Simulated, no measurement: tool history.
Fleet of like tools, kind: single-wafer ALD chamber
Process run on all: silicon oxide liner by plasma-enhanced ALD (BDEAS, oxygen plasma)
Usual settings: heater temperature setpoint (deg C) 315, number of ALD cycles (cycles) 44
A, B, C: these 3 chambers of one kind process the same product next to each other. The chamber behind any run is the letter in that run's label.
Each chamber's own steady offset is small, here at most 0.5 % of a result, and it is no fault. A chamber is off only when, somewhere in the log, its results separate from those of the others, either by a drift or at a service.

run   hour  heater temperature setpoint (deg C)  number of ALD cycles (cycles)  hours since the last thermocouple change  read-back reference wafer on the same gauge, thickness_nm  mean film thickness on the monitor wafer (nm)
 1B    5.7                                  315                             44                                    1831.7                                                     3.5390                                         4.0275
 2C   11.8                                  315                             44                                     106.8                                                     3.5380                                         3.9944
 3A   21.7                                  315                             44                                     107.6                                                     3.5379                                         4.0015
 4A   26.3                                  315                             44                                     112.2                                                     3.5364                                         3.9907
 5C   32.8                                  315                             44                                     127.8                                                     3.5357                                         3.9905
 6B   41.0                                  315                             44                                    1867.0                                                     3.5339                                         4.0220
 7A   49.7                                  328                             39                                     135.6                                                     3.5336                                         3.4643
 8B   55.2                                  328                             39                                    1881.2                                                     3.5334                                         3.4926
 9C   61.5                                  328                             39                                     156.5                                                     3.5319                                         3.4577
10C   69.7                                  315                             44                                     164.7                                                     3.5309                                         3.9816
11A   79.0                                  315                             44                                     164.9                                                     3.5291                                         3.9784
12B   84.7                                  315                             44                                    1910.7                                                     3.5294                                         3.9998
13C   92.1                                  306                             44                                     187.1                                                     3.5275                                         4.0210
14B   98.0                                  306                             44                                    1924.0                                                     3.5270                                         4.0511
15A  102.7                                  306                             44                                     188.6                                                     3.5271                                         4.0236
16C  109.8                                  315                             44                                     204.8                                                     3.5254                                         3.9757
17A  118.7                                  315                             41                                     204.6                                                     3.5226                                         3.7035
18B  123.8                                  315                             41                                    1949.8                                                     3.5245                                         3.7335
19C  131.5                                  315                             41                                     226.5                                                     3.5215                                         3.7001
20A  139.4                                  315                             44                                     225.3                                                     3.5215                                         3.9675
21B  146.6                                  315                             44                                    1972.6                                                     3.5202                                         4.0004

The same settings go to every chamber for the next run, one line per chamber below. Forecast the results for each:
22A  154.0                                  322                             44                                                                                                                                                   ?
22B  154.0                                  322                             44                                                                                                                                                   ?
22C  154.0                                  322                             44                                                                                                                                                   ?

run  mean film thickness on the monitor wafer (nm)
22A                                         3.9320
22B                                         3.9541
22C                                         3.9321

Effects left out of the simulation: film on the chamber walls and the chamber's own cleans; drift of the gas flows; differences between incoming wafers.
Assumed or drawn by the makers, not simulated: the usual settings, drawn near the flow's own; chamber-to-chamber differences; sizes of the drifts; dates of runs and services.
